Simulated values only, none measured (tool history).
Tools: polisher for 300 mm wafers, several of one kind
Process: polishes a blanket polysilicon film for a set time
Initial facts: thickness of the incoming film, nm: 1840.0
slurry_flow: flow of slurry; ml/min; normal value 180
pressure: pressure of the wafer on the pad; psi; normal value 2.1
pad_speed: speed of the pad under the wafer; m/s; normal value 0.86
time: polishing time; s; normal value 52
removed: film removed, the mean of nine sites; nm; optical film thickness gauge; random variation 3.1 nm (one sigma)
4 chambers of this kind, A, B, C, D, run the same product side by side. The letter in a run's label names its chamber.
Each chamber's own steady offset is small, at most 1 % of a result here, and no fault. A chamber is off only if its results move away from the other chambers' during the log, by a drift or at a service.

run	hour	slurry_flow	pressure	pad_speed	time	wafers polished on this pad	hours since the slurry nozzle was cleaned	hours since the head pressure was calibrated	removed
1C	8.2	180	2.1	0.86	52	193	89.3	307.6	318.37
2D	12.5	180	2.1	0.86	52	631	202.5	1121.7	323.06
3A	18.5	180	2.1	0.86	52	296	110.3	756.7	320.25
# hour 20.8: chamber D: worn pad replaced by a new one
4B	24.4	180	2.1	0.86	52	366	255.0	118.9	326.78
5D	32.5	240	2.1	0.86	52	91	222.5	1141.7	326.17
6B	39.0	240	2.1	0.86	52	480	269.6	133.5	327.58
7C	46.2	240	2.1	0.86	52	488	127.3	345.6	335.54
8A	55.2	240	2.1	0.86	52	581	147.0	793.4	332.41
9C	60.8	180	2.1	0.86	52	602	141.9	360.2	316.01
10A	66.7	180	2.1	0.86	52	670	158.5	804.9	326.70
# hour 70.1: chamber D: slurry nozzle cleaned
11D	72.2	180	2.1	0.86	52	399	2.2	1181.4	317.89
12B	80.7	180	2.1	0.86	52	803	311.3	175.2	319.84
# hour 84.0: chamber A: worn pad replaced by a new one
13D	88.7	180	2.1	0.86	52	527	18.7	1197.9	326.46
14C	94.1	180	2.1	0.86	52	860	175.2	393.5	319.88
# hour 95.3: chamber D: worn pad replaced by a new one
15B	101.8	180	1.8	0.70	52	967	332.4	196.3	220.98
16A	107.6	180	1.8	0.70	52	184	199.4	845.8	228.02
# hour 112.7: chamber A: head pressure recalibrated
17A	115.2	180	1.8	0.70	52	243	207.0	2.5	221.77
18C	120.6	180	1.8	0.70	52	1066	201.7	420.0	224.85
# hour 124.7: chamber B: worn pad replaced by a new one
19D	127.0	180	2.1	0.86	63	246	57.0	1236.2	382.23
20B	131.7	180	2.1	0.86	63	54	362.3	226.2	379.54
21D	136.1	180	2.1	0.86	63	317	66.1	1245.3	388.33
# hour 137.9: chamber D: head pressure recalibrated
22C	141.5	180	2.1	0.86	63	1228	222.6	440.9	385.10
23A	147.1	180	2.5	0.86	44	490	238.9	34.4	328.41
24B	152.7	180	2.5	0.86	44	217	383.3	247.2	315.24
25B	157.1	180	2.5	0.86	44	251	387.7	251.6	315.12
26C	165.6	180	2.5	0.86	44	1416	246.7	465.0	319.41
27A	174.5	180	2.1	0.86	52	703	266.3	61.8	327.41
28D	181.7	180	2.1	0.86	52	671	111.7	43.9	315.28
29B	187.8	180	2.1	0.86	52	490	418.4	282.3	310.52
# hour 188.5: chamber D: worn pad replaced by a new one
# hour 191.5: chamber A: worn pad replaced by a new one
# hour 193.0: chamber C: worn pad replaced by a new one
30D	195.3	180	2.1	0.86	52	53	125.3	57.5	321.80
31A	200.3	180	2.1	0.86	52	68	292.1	87.6	322.97
32C	206.4	180	2.1	0.86	52	104	287.5	505.8	318.60
33A	214.5	180	2.1	0.86	52	178	306.3	101.8	322.56
34C	220.7	180	2.1	0.86	52	215	301.8	520.1	316.50
35B	226.4	180	2.1	0.86	52	790	457.0	320.9	301.07
36D	234.1	180	2.1	0.86	52	354	164.1	96.3	321.46
37C	240.6	180	2.1	0.86	52	370	321.7	540.0	321.89
# hour 246.6: chamber B: head pressure recalibrated
38A	248.0	180	2.1	0.86	52	438	339.8	135.3	321.92
39B	255.6	150	2.1	0.86	52	1016	486.2	9.0	285.72
# hour 262.8: chamber D: worn pad replaced by a new one
40D	263.4	150	2.1	0.86	52	4	193.4	125.6	310.25
41A	267.6	150	2.1	0.86	52	591	359.4	154.9	308.08
42B	272.0	150	2.1	0.86	52	1144	502.6	25.4	280.87
43D	276.3	180	2.1	0.86	52	104	206.3	138.5	321.69

All chambers now run identical settings, listed one chamber a line with results as question marks. What results will each chamber show?
44A	282.8	180	2.1	0.86	52				?
44B	282.8	180	2.1	0.86	52				?
44C	282.8	180	2.1	0.86	52				?
44D	282.8	180	2.1	0.86	52				?

run	removed
44A	322.88
44B	289.72
44C	317.99
44D	320.95
